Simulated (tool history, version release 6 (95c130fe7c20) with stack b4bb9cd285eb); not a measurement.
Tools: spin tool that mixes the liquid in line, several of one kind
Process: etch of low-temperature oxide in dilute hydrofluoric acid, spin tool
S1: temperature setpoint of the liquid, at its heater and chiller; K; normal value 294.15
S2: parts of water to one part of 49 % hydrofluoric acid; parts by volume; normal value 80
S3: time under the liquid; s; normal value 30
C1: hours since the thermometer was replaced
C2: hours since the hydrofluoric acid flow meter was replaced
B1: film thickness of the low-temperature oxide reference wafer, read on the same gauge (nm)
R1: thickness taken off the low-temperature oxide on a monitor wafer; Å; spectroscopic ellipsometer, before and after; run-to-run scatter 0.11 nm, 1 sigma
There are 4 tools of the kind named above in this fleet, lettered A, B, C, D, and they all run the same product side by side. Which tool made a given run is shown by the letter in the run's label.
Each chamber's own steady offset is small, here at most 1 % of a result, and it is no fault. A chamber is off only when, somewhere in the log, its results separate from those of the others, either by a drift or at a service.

| run | day | S1 | S2 | S3 | C1 | C2 | B1 | R1 |
|---|---|---|---|---|---|---|---|---|
| 1D | 0.512 | 294.15 | 80 | 30 | 1335.7 | 620.1 | 60.017 | 120.8 |
| 2A | 1.012 | 294.15 | 80 | 30 | 240.1 | 606.9 | 60 | 121.31 |
| 3C | 1.417 | 294.15 | 80 | 30 | 796.8 | 502.4 | 60.017 | 118.9 |
| 4B | 1.942 | 294.15 | 80 | 30 | 709 | 252.6 | 59.996 | 119.23 |
| 5D | 2.354 | 294.15 | 80 | 30 | 1379.9 | 664.3 | 59.992 | 119.77 |
| 6A | 2.883 | 294.15 | 80 | 30 | 285 | 651.8 | 59.989 | 121.33 |
| 7B | 3.25 | 294.15 | 80 | 30 | 740.4 | 284 | 59.973 | 118.69 |
| 8C | 3.562 | 294.15 | 80 | 30 | 848.3 | 553.9 | 60.008 | 119.31 |
| 9C | 3.95 | 294.15 | 80 | 30 | 857.6 | 563.2 | 60.034 | 118.22 |
| 10D | 4.4 | 294.15 | 80 | 30 | 1429 | 713.4 | 59.993 | 119.83 |
| 11A | 4.929 | 294.15 | 80 | 30 | 334.1 | 700.9 | 60.011 | 121.39 |
| 12B | 5.204 | 294.15 | 80 | 30 | 787.3 | 330.9 | 59.992 | 119.8 |
| 13B | 5.746 | 294.15 | 80 | 40 | 800.3 | 343.9 | 60.026 | 160.24 |
| 14C | 6.042 | 294.15 | 80 | 40 | 907.8 | 613.4 | 59.989 | 163.6 |
| 15A | 6.475 | 294.15 | 80 | 40 | 371.2 | 738 | 60.016 | 161.81 |
| 16D | 6.838 | 294.15 | 80 | 40 | 1487.5 | 771.9 | 59.98 | 162.3 |
| 17D | 7.142 | 294.15 | 80 | 30 | 1494.8 | 779.2 | 60.006 | 121.36 |
| 18B | 7.671 | 294.15 | 80 | 30 | 846.5 | 390.1 | 60.01 | 118.08 |
| 19C | 7.958 | 294.15 | 80 | 30 | 953.8 | 659.4 | 59.993 | 128.27 |
| 20A | 8.45 | 294.15 | 80 | 30 | 418.6 | 785.4 | 59.999 | 121.08 |
| 21B | 8.692 | 292.15 | 80 | 15 | 871 | 414.6 | 59.993 | 54.859 |
| 22A | 9.229 | 292.15 | 80 | 15 | 437.3 | 804.1 | 60.031 | 55.482 |
| 23C | 9.533 | 292.15 | 80 | 15 | 991.6 | 697.2 | 60.001 | 59.156 |
| 24D | 9.8 | 292.15 | 80 | 15 | 1558.6 | 843 | 60.01 | 54.142 |
| 25D | 10.062 | 294.15 | 80 | 30 | 1564.9 | 849.3 | 59.986 | 119.71 |
|  | 10.508 | chamber B: thermometer replaced |
| 26B | 10.621 | 294.15 | 80 | 30 | 2.7 | 460.9 | 60.016 | 118.68 |
| 27A | 11.138 | 294.15 | 115 | 20 | 483.1 | 849.9 | 60.005 | 53.235 |
| 28C | 11.429 | 294.15 | 115 | 20 | 1037.1 | 742.7 | 60.021 | 59.072 |
| 29B | 11.733 | 294.15 | 115 | 20 | 29.4 | 487.6 | 60.004 | 54.437 |
| 30C | 12.229 | 294.15 | 115 | 20 | 1056.3 | 761.9 | 59.972 | 59.061 |
| 31D | 12.579 | 294.15 | 80 | 30 | 1625.3 | 909.7 | 59.998 | 119.33 |
| 32A | 12.846 | 292.15 | 45 | 30 | 524.1 | 890.9 | 60 | 210.78 |
| 33D | 13.158 | 292.15 | 45 | 30 | 1639.2 | 923.6 | 59.997 | 201.78 |

Predict what each chamber gives when all 4 of them run the settings below next.
| 34A | 13.558 | 294.15 | 95 | 30 |  |  |  | ? |
| 34B | 13.558 | 294.15 | 95 | 30 |  |  |  | ? |
| 34C | 13.558 | 294.15 | 95 | 30 |  |  |  | ? |
| 34D | 13.558 | 294.15 | 95 | 30 |  |  |  | ? |

| run | R1 |
|---|---|
| 34A | 98.767 |
| 34B | 97.909 |
| 34C | 111.39 |
| 34D | 99.551 |
